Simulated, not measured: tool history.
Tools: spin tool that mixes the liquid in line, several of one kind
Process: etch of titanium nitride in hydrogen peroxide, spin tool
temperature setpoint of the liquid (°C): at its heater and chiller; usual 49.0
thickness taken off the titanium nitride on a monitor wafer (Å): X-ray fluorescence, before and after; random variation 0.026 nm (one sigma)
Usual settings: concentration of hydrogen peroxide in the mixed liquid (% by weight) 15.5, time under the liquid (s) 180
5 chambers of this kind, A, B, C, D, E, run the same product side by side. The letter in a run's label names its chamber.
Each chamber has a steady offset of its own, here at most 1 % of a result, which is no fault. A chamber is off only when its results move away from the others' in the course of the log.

run   hour  temperature setpoint of the liquid (°C)  concentration of hydrogen peroxide in the mixed liquid (% by weight)  time under the liquid (s)  hours since the thermometer was replaced  hours since the peroxide flow meter was replaced  hours since the heated supply line was repaired  hours since the drum of peroxide was connected  read-back film thickness of the titanium nitride reference wafer, read on the same gauge (nm)  thickness taken off the titanium nitride on a monitor wafer (Å)
 1D    5.2                                     49.0                                                                  15.5                        180                                    2437.2                                             698.5                                            240.0                                           127.7                                                                                         130.02                                                           54.967
 2B    9.7                                     49.0                                                                  15.5                        180                                    1578.1                                             224.8                                            345.5                                           156.5                                                                                         129.99                                                           54.260
 3C   16.3                                     49.0                                                                  15.5                        180                                      86.7                                             904.8                                           1246.5                                           413.7                                                                                         130.01                                                           54.877
 4A   19.9                                     49.0                                                                  15.5                        180                                     679.4                                             213.9                                            609.2                                           703.3                                                                                         130.00                                                           55.048
 5E   24.9                                     49.0                                                                  15.5                        180                                    1195.0                                              41.3                                           1122.8                                          1175.0                                                                                         129.99                                                           55.550
 6E   30.6                                     49.0                                                                  15.5                        180                                    1200.7                                              47.0                                           1128.5                                          1180.7                                                                                         129.96                                                           55.275
 7B   37.0                                     56.0                                                                  12.0                        180                                    1605.4                                             252.1                                            372.8                                           183.8                                                                                         130.01                                                           85.455
 8D   40.9                                     56.0                                                                  12.0                        180                                    2472.9                                             734.2                                            275.7                                           163.4                                                                                         130.01                                                           86.135
 9C   47.4                                     56.0                                                                  12.0                        180                                     117.8                                             935.9                                           1277.6                                           444.8                                                                                         129.96                                                           85.356
      52.4  -- chamber E: new drum of peroxide connected
10A   52.8                                     56.0                                                                  12.0                        180                                     712.3                                             246.8                                            642.1                                           736.2                                                                                         130.00                                                           85.391
11B   57.4                                     56.0                                                                  12.0                        180                                    1625.8                                             272.5                                            393.2                                           204.2                                                                                         129.98                                                           85.120
12A   63.3                                     49.0                                                                  15.5                        180                                     722.8                                             257.3                                            652.6                                           746.7                                                                                         130.04                                                           54.557
13D   69.2                                     49.0                                                                  15.5                        180                                    2501.2                                             762.5                                            304.0                                           191.7                                                                                         130.04                                                           54.861
      70.9  -- chamber C: heated supply line repaired
14E   74.2                                     49.0                                                                  15.5                        180                                    1244.3                                              90.6                                           1172.1                                            21.8                                                                                         129.96                                                           55.093
15C   80.2                                     49.0                                                                  15.5                        180                                     150.6                                             968.7                                              9.3                                           477.6                                                                                         130.01                                                           54.279
16B   84.5                                     49.0                                                                  15.5                        180                                    1652.9                                             299.6                                            420.3                                           231.3                                                                                         129.95                                                           54.424
17A   89.4                                     58.5                                                                  15.5                        180                                     748.9                                             283.4                                            678.7                                           772.8                                                                                         130.00                                                          105.400
18C   92.3                                     58.5                                                                  15.5                        180                                     162.7                                             980.8                                             21.4                                           489.7                                                                                         130.00                                                          107.580
19D   97.4                                     58.5                                                                  15.5                        180                                    2529.4                                             790.7                                            332.2                                           219.9                                                                                         129.99                                                          108.180
20E  103.1                                     58.5                                                                  15.5                        180                                    1273.2                                             119.5                                           1201.0                                            50.7                                                                                         130.00                                                          107.360
21A  108.6                                     58.5                                                                  15.5                        180                                     768.1                                             302.6                                            697.9                                           792.0                                                                                         130.02                                                          104.930
22C  113.7                                     49.0                                                                  15.5                        180                                     184.1                                            1002.2                                             42.8                                           511.1                                                                                         130.03                                                           54.789
23B  117.8                                     49.0                                                                  15.5                        180                                    1686.2                                             332.9                                            453.6                                           264.6                                                                                         130.02                                                           54.692
24D  123.4                                     49.0                                                                  15.5                        180                                    2555.4                                             816.7                                            358.2                                           245.9                                                                                         129.98                                                           54.886
     124.9  -- chamber E: thermometer replaced
25E  126.6                                     49.0                                                                  15.5                        180                                       1.8                                             143.0                                           1224.5                                            74.2                                                                                         130.03                                                           55.524
26B  132.5                                     49.0                                                                  15.5                        180                                    1700.9                                             347.6                                            468.3                                           279.3                                                                                         129.96                                                           54.551
27C  136.9                                     49.0                                                                  15.5                        180                                     207.3                                            1025.4                                             66.0                                           534.3                                                                                         130.03                                                           54.178
28E  141.9                                     49.0                                                                  15.5                        180                                      17.1                                             158.3                                           1239.8                                            89.5                                                                                         130.02                                                           54.535
29A  147.3                                     49.0                                                                  15.5                        180                                     806.8                                             341.3                                            736.6                                           830.7                                                                                         129.98                                                           53.938
30D  152.1                                     49.0                                                                  15.5                        180                                    2584.1                                             845.4                                            386.9                                           274.6                                                                                         129.97                                                           55.086
31B  158.4                                     56.5                                                                  15.5                         95                                    1726.8                                             373.5                                            494.2                                           305.2                                                                                         130.03                                                           49.002
32A  164.1                                     56.5                                                                  15.5                         95                                     823.6                                             358.1                                            753.4                                           847.5                                                                                         130.00                                                           48.336
     167.0  -- chamber D: new drum of peroxide connected
33C  169.4                                     56.5                                                                  15.5                         95                                     239.8                                            1057.9                                             98.5                                           566.8                                                                                         130.04                                                           48.889
34E  173.6                                     56.5                                                                  15.5                         95                                      48.8                                             190.0                                           1271.5                                           121.2                                                                                         130.00                                                           49.329
35D  180.5                                     56.5                                                                  15.5                         95                                    2612.5                                             873.8                                            415.3                                            13.5                                                                                         130.02                                                           49.291
36C  186.1                                     49.0                                                                  15.5                        180                                     256.5                                            1074.6                                            115.2                                           583.5                                                                                         129.97                                                           54.634
37D  190.9                                     49.0                                                                  15.5                        180                                    2622.9                                             884.2                                            425.7                                            23.9                                                                                         130.00                                                           54.745
38B  197.2                                     49.0                                                                  15.5                        180                                    1765.6                                             412.3                                            533.0                                           344.0                                                                                         130.04                                                           54.350
39A  201.6                                     49.0                                                                  15.5                        180                                     861.1                                             395.6                                            790.9                                           885.0                                                                                         129.96                                                           53.282
40E  204.6                                     49.0                                                                  15.5                        180                                      79.8                                             221.0                                           1302.5                                           152.2                                                                                         129.95                                                           55.299
41D  210.6                                     49.0                                                                  15.5                        180                                    2642.6                                             903.9                                            445.4                                            43.6                                                                                         130.00                                                           55.168
42B  214.5                                     56.5                                                                  15.5                        180                                    1782.9                                             429.6                                            550.3                                           361.3                                                                                         130.04                                                           93.901

Next, every chamber runs the same settings. What will each give?
43A  219.4                                     44.5                                                                  15.5                        180                                                                                                                                                                                                                                                                                                                                                            ?
43B  219.4                                     44.5                                                                  15.5                        180                                                                                                                                                                                                                                                                                                                                                            ?
43C  219.4                                     44.5                                                                  15.5                        180                                                                                                                                                                                                                                                                                                                                                            ?
43D  219.4                                     44.5                                                                  15.5                        180                                                                                                                                                                                                                                                                                                                                                            ?
43E  219.4                                     44.5                                                                  15.5                        180                                                                                                                                                                                                                                                                                                                                                            ?

run  thickness taken off the titanium nitride on a monitor wafer (Å)
43A                                                           38.651
43B                                                           39.089
43C                                                           39.193
43D                                                           39.856
43E                                                           39.428
